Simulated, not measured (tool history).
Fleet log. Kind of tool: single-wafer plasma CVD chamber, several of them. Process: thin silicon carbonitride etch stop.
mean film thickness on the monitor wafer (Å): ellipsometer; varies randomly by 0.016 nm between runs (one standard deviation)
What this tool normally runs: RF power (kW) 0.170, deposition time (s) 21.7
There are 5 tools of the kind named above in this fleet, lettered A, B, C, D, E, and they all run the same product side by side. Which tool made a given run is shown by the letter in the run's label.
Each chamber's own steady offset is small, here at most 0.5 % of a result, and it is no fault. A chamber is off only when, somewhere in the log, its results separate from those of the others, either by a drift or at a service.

| run | day | RF power (kW) | deposition time (s) | hours since the last thermocouple change | hours since the last RF generator calibration | read-back reference wafer on the same gauge, thickness_nm | mean film thickness on the monitor wafer (Å) |
|---|---|---|---|---|---|---|---|
| 1C | 0.333 | 0.170 | 21.7 | 245.7 | 305.0 | 13.903 | 117.76 |
| 2D | 0.850 | 0.170 | 21.7 | 377.9 | 1168.4 | 13.903 | 118.26 |
| 3E | 1.342 | 0.170 | 21.7 | 816.2 | 235.0 | 13.909 | 117.94 |
| 4B | 1.658 | 0.170 | 21.7 | 1752.0 | 652.5 | 13.908 | 117.28 |
| 5A | 2.104 | 0.170 | 21.7 | 682.8 | 418.3 | 13.911 | 117.20 |
| 6B | 2.500 | 0.170 | 21.7 | 1772.2 | 672.7 | 13.914 | 117.50 |
| 7D | 2.971 | 0.145 | 21.7 | 428.8 | 1219.3 | 13.907 | 112.99 |
| 8A | 3.396 | 0.145 | 21.7 | 713.8 | 449.3 | 13.915 | 112.23 |
| 9E | 3.850 | 0.145 | 21.7 | 876.4 | 295.2 | 13.917 | 112.59 |
| 10C | 4.450 | 0.145 | 21.7 | 344.5 | 403.8 | 13.923 | 112.28 |
| 11E | 4.942 | 0.145 | 21.7 | 902.6 | 321.4 | 13.923 | 112.69 |
| 12D | 5.433 | 0.170 | 21.7 | 487.9 | 1278.4 | 13.925 | 118.57 |
| 13A | 5.933 | 0.170 | 21.7 | 774.7 | 510.2 | 13.929 | 117.25 |
| 14C | 6.267 | 0.170 | 25.6 | 388.1 | 447.4 | 13.925 | 139.05 |
| 15B | 6.712 | 0.170 | 25.6 | 1873.3 | 773.8 | 13.930 | 138.64 |
| 16B | 6.983 | 0.170 | 25.6 | 1879.8 | 780.3 | 13.928 | 138.66 |
|  | 7.200 | chamber D: RF generator calibrated |
| 17C | 7.329 | 0.170 | 25.6 | 413.6 | 472.9 | 13.930 | 139.04 |
| 18E | 7.592 | 0.170 | 25.6 | 966.2 | 385.0 | 13.932 | 139.32 |
| 19A | 7.950 | 0.170 | 25.1 | 823.1 | 558.6 | 13.935 | 135.66 |
| 20D | 8.450 | 0.170 | 25.1 | 560.3 | 30.0 | 13.935 | 136.86 |
| 21C | 8.938 | 0.170 | 25.1 | 452.2 | 511.5 | 13.942 | 136.73 |
| 22D | 9.500 | 0.170 | 25.1 | 585.5 | 55.2 | 13.941 | 137.37 |
| 23A | 10.075 | 0.170 | 25.1 | 874.1 | 609.6 | 13.943 | 135.96 |
| 24E | 10.562 | 0.170 | 21.7 | 1037.5 | 456.3 | 13.946 | 117.99 |
| 25B | 11.158 | 0.190 | 21.7 | 1980.0 | 880.5 | 13.951 | 121.49 |
| 26A | 11.679 | 0.190 | 21.7 | 912.6 | 648.1 | 13.948 | 121.41 |
| 27D | 12.262 | 0.190 | 21.7 | 651.8 | 121.5 | 13.951 | 122.79 |
| 28E | 12.712 | 0.190 | 21.7 | 1089.1 | 507.9 | 13.954 | 122.15 |
| 29B | 13.183 | 0.190 | 21.7 | 2028.6 | 929.1 | 13.959 | 121.63 |
| 30C | 13.521 | 0.170 | 21.7 | 562.2 | 621.5 | 13.967 | 118.39 |
| 31C | 13.888 | 0.170 | 21.7 | 571.0 | 630.3 | 13.956 | 118.22 |
| 32E | 14.212 | 0.170 | 21.7 | 1125.1 | 543.9 | 13.959 | 118.16 |
| 33B | 14.725 | 0.170 | 21.7 | 2065.6 | 966.1 | 13.967 | 117.70 |
| 34D | 15.171 | 0.170 | 21.7 | 721.6 | 191.3 | 13.968 | 119.12 |
| 35A | 15.642 | 0.170 | 21.7 | 1007.7 | 743.2 | 13.969 | 117.83 |
| 36D | 16.062 | 0.170 | 21.7 | 743.0 | 212.7 | 13.971 | 118.79 |
| 37E | 16.404 | 0.170 | 21.7 | 1177.7 | 596.5 | 13.975 | 118.68 |
| 38C | 16.692 | 0.170 | 21.7 | 638.3 | 697.6 | 13.977 | 118.04 |

Predict what each chamber gives when all 5 of them run the settings below next.
| 39A | 17.129 | 0.170 | 25.0 |  |  |  | ? |
| 39B | 17.129 | 0.170 | 25.0 |  |  |  | ? |
| 39C | 17.129 | 0.170 | 25.0 |  |  |  | ? |
| 39D | 17.129 | 0.170 | 25.0 |  |  |  | ? |
| 39E | 17.129 | 0.170 | 25.0 |  |  |  | ? |

| run | mean film thickness on the monitor wafer (Å) |
|---|---|
| 39A | 135.66 |
| 39B | 135.28 |
| 39C | 136.51 |
| 39D | 137.21 |
| 39E | 136.38 |
